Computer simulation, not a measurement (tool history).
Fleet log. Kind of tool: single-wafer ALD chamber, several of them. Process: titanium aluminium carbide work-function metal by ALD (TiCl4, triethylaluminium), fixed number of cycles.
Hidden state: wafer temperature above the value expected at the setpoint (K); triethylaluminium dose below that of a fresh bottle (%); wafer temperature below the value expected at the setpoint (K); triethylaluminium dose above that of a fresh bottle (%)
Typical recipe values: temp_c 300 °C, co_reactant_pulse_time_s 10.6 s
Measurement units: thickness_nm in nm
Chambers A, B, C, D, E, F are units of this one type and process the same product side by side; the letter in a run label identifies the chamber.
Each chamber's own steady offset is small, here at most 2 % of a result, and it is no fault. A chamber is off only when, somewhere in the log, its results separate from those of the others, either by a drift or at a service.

| run | day | temp_c | co_reactant_pulse_time_s | hours since the last thermocouple change | hours since the last triethylaluminium bottle change | read-back reference wafer on the same gauge, thickness_nm | thickness_nm |
|---|---|---|---|---|---|---|---|
| 1B | 0.262 | 300 | 10.6 | 563.2 | 66.8 | 1.821 | 2.0107 |
| 2A | 0.458 | 300 | 10.6 | 602.7 | 123.4 | 1.8191 | 2.0072 |
| 3D | 0.625 | 300 | 10.6 | 1210.1 | 105.7 | 1.8184 | 1.9709 |
| 4F | 0.817 | 300 | 10.6 | 1437.4 | 543.9 | 1.8199 | 1.9968 |
| 5E | 0.942 | 300 | 10.6 | 2127 | 932.8 | 1.8195 | 2.0201 |
| 6C | 1.162 | 300 | 10.6 | 384.8 | 60.9 | 1.8189 | 2.0217 |
| 7A | 1.408 | 295 | 7.58 | 625.5 | 146.2 | 1.8196 | 1.8752 |
| 8F | 1.7 | 295 | 7.58 | 1458.6 | 565.1 | 1.8214 | 1.8649 |
| 9C | 1.9 | 295 | 7.58 | 402.5 | 78.6 | 1.8203 | 1.8832 |
| 10D | 2.092 | 295 | 7.58 | 1245.3 | 140.9 | 1.8191 | 1.8508 |
| 11E | 2.254 | 295 | 7.58 | 2158.5 | 964.3 | 1.8191 | 1.8876 |
| 12B | 2.529 | 295 | 7.58 | 617.6 | 121.2 | 1.8209 | 1.8598 |
| 13D | 2.688 | 314 | 10.6 | 1259.6 | 155.2 | 1.8214 | 2.1115 |
| 14C | 2.958 | 314 | 10.6 | 427.9 | 104 | 1.8208 | 2.1378 |
| 15A | 3.167 | 314 | 10.6 | 667.7 | 188.4 | 1.8193 | 2.1203 |
| 16B | 3.333 | 314 | 10.6 | 636.9 | 140.5 | 1.8212 | 2.1196 |
| 17E | 3.554 | 314 | 10.6 | 2189.7 | 995.5 | 1.8202 | 2.1436 |
| 18F | 3.796 | 314 | 10.6 | 1508.9 | 615.4 | 1.8184 | 2.1143 |
| 19E | 3.971 | 300 | 10.6 | 2199.7 | 1005.5 | 1.8193 | 2.0222 |
| 20B | 4.179 | 300 | 10.6 | 657.2 | 160.8 | 1.8212 | 2.0019 |
| 21C | 4.358 | 314 | 10.6 | 461.5 | 137.6 | 1.8181 | 2.1456 |
| 22A | 4.508 | 314 | 10.6 | 699.9 | 220.6 | 1.8207 | 2.1446 |
| 23D | 4.783 | 314 | 10.6 | 1309.9 | 205.5 | 1.8212 | 2.0976 |
| 24F | 4.912 | 314 | 10.6 | 1535.7 | 642.2 | 1.821 | 2.1254 |
| 25C | 5.117 | 314 | 10.6 | 479.7 | 155.8 | 1.8195 | 2.1539 |
| 26B | 5.246 | 314 | 10.6 | 682.8 | 186.4 | 1.82 | 2.1281 |
| 27A | 5.404 | 300 | 10.6 | 721.4 | 242.1 | 1.8201 | 2.0021 |
| 28E | 5.55 | 300 | 10.6 | 2237.6 | 1043.4 | 1.8201 | 2.0365 |
| 29D | 5.779 | 300 | 10.6 | 1333.8 | 229.4 | 1.8198 | 1.9803 |
| 30F | 5.958 | 300 | 10.6 | 1560.8 | 667.3 | 1.8201 | 1.98 |
| 31D | 6.238 | 300 | 10.6 | 1344.8 | 240.4 | 1.8218 | 1.9819 |
| 32B | 6.488 | 300 | 10.6 | 712.6 | 216.2 | 1.8202 | 1.9981 |
| 33E | 6.75 | 300 | 10.6 | 2266.4 | 1072.2 | 1.8206 | 2.0252 |
| 34F | 6.988 | 289 | 12.93 | 1585.5 | 692 | 1.8188 | 1.9269 |
| 35C | 7.138 | 289 | 12.93 | 528.2 | 204.3 | 1.8202 | 1.95 |
| 36A | 7.338 | 289 | 12.93 | 767.8 | 288.5 | 1.819 | 1.943 |
| 37F | 7.483 | 289 | 12.93 | 1597.4 | 703.9 | 1.8206 | 1.9223 |
| 38C | 7.725 | 289 | 12.93 | 542.3 | 218.4 | 1.82 | 1.9513 |
| 39E | 8.012 | 289 | 12.93 | 2296.7 | 1102.5 | 1.8188 | 1.9643 |
| 40B | 8.188 | 300 | 10.6 | 753.4 | 257 | 1.819 | 2.0044 |
| 41A | 8.375 | 300 | 10.6 | 792.7 | 313.4 | 1.82 | 2.0127 |
| 42D | 8.612 | 300 | 10.6 | 1401.8 | 297.4 | 1.8208 | 1.9661 |
| 43B | 8.788 | 300 | 10.6 | 767.8 | 271.4 | 1.8212 | 1.9938 |
| 44E | 9.017 | 300 | 10.6 | 2320.8 | 1126.6 | 1.8218 | 2.0246 |

Which is it: a chamber that has drifted or been left off by a service, a gauge drift common to all chambers, or only each chamber's usual small offset? If a chamber is off, name it and its likeliest cause.

Nothing is wrong: each chamber keeps only its own small, steady offset and the gauge holds still.
